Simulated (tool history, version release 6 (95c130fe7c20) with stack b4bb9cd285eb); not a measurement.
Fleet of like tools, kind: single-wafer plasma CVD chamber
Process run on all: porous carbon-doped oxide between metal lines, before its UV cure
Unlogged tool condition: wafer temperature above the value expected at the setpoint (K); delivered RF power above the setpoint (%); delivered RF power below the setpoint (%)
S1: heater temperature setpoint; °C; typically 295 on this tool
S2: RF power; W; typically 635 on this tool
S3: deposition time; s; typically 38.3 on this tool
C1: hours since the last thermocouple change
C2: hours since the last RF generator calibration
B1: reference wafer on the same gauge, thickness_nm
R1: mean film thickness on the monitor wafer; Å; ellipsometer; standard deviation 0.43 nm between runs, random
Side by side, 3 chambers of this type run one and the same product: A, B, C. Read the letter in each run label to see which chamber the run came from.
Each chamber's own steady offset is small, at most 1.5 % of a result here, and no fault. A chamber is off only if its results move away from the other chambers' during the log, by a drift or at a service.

run,day,S1,S2,S3,C1,C2,B1,R1
1B,0.333,295,635,38.3,1049.3,684.5,289.12,2446.5
2C,0.638,295,635,38.3,367.6,364.7,289.24,2468.6
3A,0.888,295,635,38.3,1809.3,518.3,289.13,2472.2
4C,1.133,295,635,38.3,379.5,376.6,289.22,2471.9
5B,1.379,295,635,38.3,1074.4,709.6,289.20,2443.1
6A,1.704,295,635,38.3,1828.9,537.9,289.31,2467.2
7C,1.996,295,635,38.3,400.2,397.3,289.28,2479.6
8B,2.296,295,635,38.3,1096.4,731.6,289.28,2447.8
9A,2.717,295,635,38.3,1853.2,562.2,289.45,2469.4
10A,3.104,295,635,38.3,1862.5,571.5,289.53,2477.4
11C,3.346,295,635,38.3,432.6,429.7,289.46,2485.9
12B,3.788,295,635,38.3,1132.2,767.4,289.53,2459.9
13B,4.038,295,550,42.0,1138.2,773.4,289.64,2439.4
14C,4.279,295,550,42.0,455.0,452.1,289.67,2465.3
15A,4.742,295,550,42.0,1901.8,610.8,289.55,2469.1
16C,5.125,295,635,38.3,475.3,472.4,289.87,2471.9
17A,5.525,295,635,38.3,1920.6,629.6,289.80,2472.8
18B,5.992,295,635,38.3,1185.1,820.3,290.06,2458.4
19B,6.346,295,635,38.3,1193.6,828.8,289.98,2456.0
20C,6.725,295,635,38.3,513.7,510.8,290.02,2476.3
21A,7.046,295,635,38.3,1957.1,666.1,290.03,2471.2
22A,7.333,295,635,38.3,1964.0,673.0,290.15,2479.8
23C,7.675,295,635,38.3,536.5,533.6,290.16,2483.7
24B,8.117,295,635,38.3,1236.1,871.3,290.23,2456.2
25A,8.433,295,635,38.3,1990.4,699.4,290.28,2482.7
26C,8.650,295,635,38.3,559.9,557.0,290.28,2477.1
27B,9.050,295,635,38.3,1258.5,893.7,290.43,2458.1
28B,9.438,295,635,38.3,1267.8,903.0,290.44,2460.7
29A,9.704,295,635,38.3,2020.9,729.9,290.32,2485.3
30C,10.117,295,580,38.3,595.1,592.2,290.55,2346.4
31A,10.454,295,580,38.3,2038.9,747.9,290.65,2337.5
32C,10.754,295,580,38.3,610.4,607.5,290.71,2342.3
33B,11.054,295,635,38.3,1306.6,941.8,290.87,2455.0
34C,11.392,295,635,38.3,625.7,622.8,290.72,2483.5
35A,11.604,295,635,38.3,2066.5,775.5,290.71,2481.8
36B,11.975,295,635,38.3,1328.7,963.9,290.83,2459.0
37A,12.212,295,635,38.3,2081.1,790.1,290.94,2484.0
38B,12.450,295,635,38.3,1340.1,975.3,290.90,2460.5
39C,12.796,295,635,38.3,659.4,656.5,291.01,2491.7
40A,13.167,295,635,38.3,2104.0,813.0,291.08,2477.7

One chamber off, gauge drift, or nothing amiss beyond the chambers' own small offsets? If it is a chamber, which one, and what is the likeliest cause?

The gauge drifts, so all chambers seem to drift together. No chamber is off.
Cause: gauge reads high (%) = 0.708.

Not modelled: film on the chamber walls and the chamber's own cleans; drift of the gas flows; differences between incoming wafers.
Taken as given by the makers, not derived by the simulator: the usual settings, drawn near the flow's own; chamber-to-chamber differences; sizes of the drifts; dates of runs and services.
